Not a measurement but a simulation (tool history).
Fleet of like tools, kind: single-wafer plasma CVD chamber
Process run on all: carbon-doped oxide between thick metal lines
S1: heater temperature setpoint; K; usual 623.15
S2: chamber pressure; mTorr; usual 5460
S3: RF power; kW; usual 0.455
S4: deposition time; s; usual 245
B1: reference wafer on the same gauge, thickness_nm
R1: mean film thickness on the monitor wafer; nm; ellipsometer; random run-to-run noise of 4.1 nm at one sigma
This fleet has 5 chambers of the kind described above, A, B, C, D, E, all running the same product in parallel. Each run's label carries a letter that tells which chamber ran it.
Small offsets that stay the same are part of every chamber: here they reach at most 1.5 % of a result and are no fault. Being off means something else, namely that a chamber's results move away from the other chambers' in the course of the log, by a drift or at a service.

run   hour      S1    S2     S3   S4      B1      R1
 1E    5.8  623.15  5460  0.455  245  1258.9    1166
 2B   14.6  623.15  5460  0.455  245  1260.5  1159.2
 3D   21.3  623.15  5460  0.455  245    1260  1171.5
 4A   26.1  623.15  5460  0.455  245  1260.9  1181.1
 5C   31.1  623.15  5460  0.455  245  1260.3  1168.8
 6A   39.8  623.15  5460  0.455  245  1259.4  1179.1
 7C   47.8  623.15  5460  0.455  245  1260.1  1172.5
 8E   56.5  623.15  5460  0.455  245  1259.9  1169.9
 9B   62.3  623.15  5460  0.455  245  1258.9  1163.2
10D   71.1  623.15  5460  0.495  245  1259.3  1230.3
11E   75.6  623.15  5460  0.495  245  1259.5  1237.9
12C   81.1  623.15  5460  0.495  245  1259.9  1225.9
13B   88.6  623.15  5460  0.495  245  1258.2  1223.5
      90.3  -- chamber E: RF generator calibrated
14D   95.3  623.15  5460  0.495  245  1260.6  1230.9
15A  103.3  623.15  5460  0.455  245  1260.8  1181.5
16B  111.2  623.15  5460  0.455  245  1259.9  1160.4
17A  119.3  623.15  5460  0.455  245  1259.4  1176.3
18D  128.2  623.15  5460  0.455  245  1259.4  1157.8
19C  134.5  623.15  5460  0.455  245    1260  1169.8
20E  140.2  623.15  5460  0.455  245  1259.9  1172.2
21B  146.5  623.15  5460  0.455  245  1261.2  1155.8
22E  152.6  623.15  5460  0.455  245  1260.3  1170.7
23C  159.7  623.15  5460  0.455  245    1260  1168.3
24A  168.8  623.15  5460  0.455  245    1260    1178
25D  175.4  623.15  6080   0.41  245  1260.1  1094.6
26C  182.8  623.15  6080   0.41  245    1260  1107.2
27D  191.1  623.15  6080   0.41  245    1260  1090.2
28E  199.8  623.15  6080   0.41  245    1261  1102.6
29A  207.5  623.15  6080   0.41  245  1259.8  1104.6
30B  216.8  623.15  5460  0.455  245  1260.6  1168.2
31E  226.1  623.15  5460  0.455  245  1261.7  1172.5
32D  230.2  623.15  5460  0.455  245  1259.5  1164.3

Read the log: is a single chamber off, either drifting away or since a service, is the gauge that measures every chamber drifting, or is nothing wrong beyond small per-chamber offsets? Name any odd chamber and what most likely caused it.

Neither any chamber nor the gauge drifts; the chambers differ only by their own small, steady offsets.
